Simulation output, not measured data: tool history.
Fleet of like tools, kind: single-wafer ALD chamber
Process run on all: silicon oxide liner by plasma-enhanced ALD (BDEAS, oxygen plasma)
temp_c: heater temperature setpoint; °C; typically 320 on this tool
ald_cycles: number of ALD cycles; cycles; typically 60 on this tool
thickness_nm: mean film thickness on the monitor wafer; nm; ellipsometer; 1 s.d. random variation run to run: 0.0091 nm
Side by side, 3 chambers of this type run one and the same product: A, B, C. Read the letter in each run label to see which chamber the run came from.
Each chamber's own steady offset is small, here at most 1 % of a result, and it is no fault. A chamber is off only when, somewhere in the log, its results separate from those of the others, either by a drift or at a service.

run   hour  temp_c  ald_cycles  hours since the last thermocouple change  read-back reference wafer on the same gauge, thickness_nm  thickness_nm
 1A    9.2     320          60                                     472.8                                                     5.9391         5.384
 2B   22.9     320          60                                     728.3                                                     5.9387        5.4484
 3C   33.6     320          60                                     201.9                                                     5.9395        5.4041
 4A   41.9     320          60                                     505.5                                                     5.9381        5.3911
 5C   54.6     320          69                                     222.9                                                     5.9347        6.2073
 6B   67.5     320          69                                     772.9                                                     5.9333          6.27
 7A   77.1     320          69                                     540.7                                                      5.932        6.1844
 8B   91.1     320          60                                     796.5                                                     5.9307        5.4401
 9C   98.9     320          60                                     267.2                                                     5.9329        5.4006
10B  106.4     320          60                                     811.8                                                     5.9293        5.4506
11A  114.7     320          60                                     578.3                                                     5.9268        5.3793
12C  121.5     307          65                                     289.8                                                      5.927        5.9484
13A  134.8     307          65                                     598.4                                                     5.9255        5.9198
14B  142.2     307          65                                     847.6                                                     5.9257        6.0175
15C  149.6     320          60                                     317.9                                                     5.9281        5.3913
16B  161.8     320          60                                     867.2                                                     5.9227        5.4511
17C  169.1     320          60                                     337.4                                                     5.9235        5.3937
18A  175.9     330          60                                     639.5                                                     5.9203        5.2831
19A  186.6     330          60                                     650.2                                                     5.9207        5.2851
20B  198.1     330          60                                     903.5                                                     5.9205        5.3391
21C  209.4     320          60                                     377.7                                                     5.9195        5.4037
22C  224.3     320          60                                     392.6                                                     5.9189        5.3886
23A  236.7     320          60                                     700.3                                                     5.9143        5.3707
24B  248.2     320          60                                     953.6                                                     5.9131        5.4247
25A  257.5     326          48                                     721.1                                                     5.9166        4.2553
26B  265.3     326          48                                     970.7                                                     5.9143        4.3132
27C  278.9     326          48                                     447.2                                                     5.9103        4.2658
28C    288     315          60                                     456.3                                                     5.9128        5.4187
29B  302.1     315          60                                    1007.5                                                     5.9101        5.4803
30A  313.5     315          60                                     777.1                                                     5.9092        5.4042
31A  321.2     333          53                                     784.8                                                     5.9095        4.6417
32C  329.8     333          53                                     498.1                                                     5.9066        4.6525
33B  338.6     333          53                                      1044                                                     5.9043        4.6961
34B  351.2     320          60                                    1056.6                                                      5.907        5.4178
35C  358.4     320          60                                     526.7                                                     5.9029        5.3745
36A    367     320          60                                     830.6                                                     5.9037        5.3532
37B  380.6     320          60                                      1086                                                     5.9041        5.4302
38A  391.2     320          60                                     854.8                                                     5.8977        5.3592
39C  399.7     320          60                                       568                                                      5.898        5.3546

Does one chamber stand apart from the rest, does the shared gauge drift, or is all well apart from small per-chamber offsets? Give the chamber and the most likely cause, where there is one.

Every chamber seems to shift together because the gauge that measures them all drifts; the chambers themselves are fine.
Cause: gauge reads low (%) = 0.687.
